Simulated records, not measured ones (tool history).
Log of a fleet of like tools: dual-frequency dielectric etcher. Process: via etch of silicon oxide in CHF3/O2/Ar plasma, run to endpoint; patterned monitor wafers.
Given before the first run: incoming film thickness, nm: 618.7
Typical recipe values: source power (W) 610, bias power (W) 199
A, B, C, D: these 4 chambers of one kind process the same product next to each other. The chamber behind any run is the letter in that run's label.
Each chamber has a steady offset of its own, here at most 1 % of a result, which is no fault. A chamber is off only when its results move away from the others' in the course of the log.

run,day,source power (W),bias power (W),hours since the last wet clean,hours since the last source power generator calibration,hours since the last bias power generator calibration,endpoint time (s)
1A,0.438,610,199,240.7,506.9,334.6,300.84
2D,0.7,610,199,418.1,3765.4,3197.4,301.31
3B,1.067,610,199,362.4,367.2,426.9,300.12
4C,1.467,610,199,423.7,1468.3,3103.7,302.25
# day 1.504: chamber D: source power generator calibrated
5B,1.767,610,199,379.2,384,443.7,303.44
6A,2.017,610,199,278.6,544.8,372.5,300.93
7D,2.354,610,247,457.8,20.4,3237.1,278.14
8C,2.858,610,247,457.1,1501.7,3137.1,282.74
9B,3.146,610,247,412.3,417.1,476.8,279.07
# day 3.212: chamber C: bias power generator calibrated
10D,3.696,610,247,490,52.6,3269.3,277.93
11A,4.229,610,199,331.7,597.9,425.6,300.78
# day 4.433: chamber D: wet clean of the chamber
12C,4.679,610,199,500.8,1545.4,35.3,303.99
13A,4.971,610,199,349.5,615.7,443.4,300.15
14D,5.267,610,199,20.1,90.3,3307,301.67
15B,5.833,610,199,476.8,481.6,541.3,300.33
16C,6.346,610,199,540.8,1585.4,75.3,303.48
17D,6.896,610,199,59.2,129.4,3346.1,300.56
# day 6.975: chamber D: bias power generator calibrated
# day 7.108: chamber B: wet clean of the chamber
18B,7.258,610,199,3.6,515.8,575.5,288.92
19A,7.604,610,199,412.7,678.9,506.6,299.75
20C,7.988,610,199,580.2,1624.8,114.7,302.42
21D,8.425,610,199,95.9,166.1,34.9,299.96
22C,8.779,610,199,599.2,1643.8,133.7,301.57
23B,9.238,610,199,51.1,563.3,623,289.67
24A,9.675,690,222,462.4,728.6,556.3,276.48
25C,10.258,690,222,634.7,1679.3,169.2,277.08
# day 10.729: chamber C: wet clean of the chamber
26A,10.767,690,222,488.6,754.8,582.5,276.51
27D,11.3,690,222,164.9,235.1,103.9,274.46
28B,11.879,610,199,114.5,626.7,686.4,290.87
29D,12.242,610,199,187.5,257.7,126.5,301.39
30A,12.821,610,199,537.9,804.1,631.8,300.43
31C,13.383,610,242,63.8,1754.3,244.2,283.88
32B,13.846,610,242,161.7,673.9,733.6,269.9

Which is it: a chamber that has drifted or been left off by a service, a gauge drift common to all chambers, or only each chamber's usual small offset? If a chamber is off, name it and its likeliest cause.

The work done on chamber B during a service left it standing apart from the others.
Cause: etch rate over this chamber's usual, % = 4.06.

Which of the 4 candidates below, each the usual settings with something changed and its results left as question marks, puts chamber B back in line with what the other chambers give on the usual settings?
In-line tolerance around the mean of the other chambers on the usual settings: endpoint time (s) 4
33B-1,14.267,760,199,,,,?
33B-2,14.267,570,188,,,,?
33B-3,14.267,610,157,,,,?
33B-4,14.267,650,210,,,,?

Other chambers, usual settings, mean: endpoint time (s) 301.3
run,endpoint time (s)
33B-1,266.01
33B-2,302.63
33B-3,313.12
33B-4,277.2
Change 33B-2 lands the chamber within the allowed miss of the other chambers.

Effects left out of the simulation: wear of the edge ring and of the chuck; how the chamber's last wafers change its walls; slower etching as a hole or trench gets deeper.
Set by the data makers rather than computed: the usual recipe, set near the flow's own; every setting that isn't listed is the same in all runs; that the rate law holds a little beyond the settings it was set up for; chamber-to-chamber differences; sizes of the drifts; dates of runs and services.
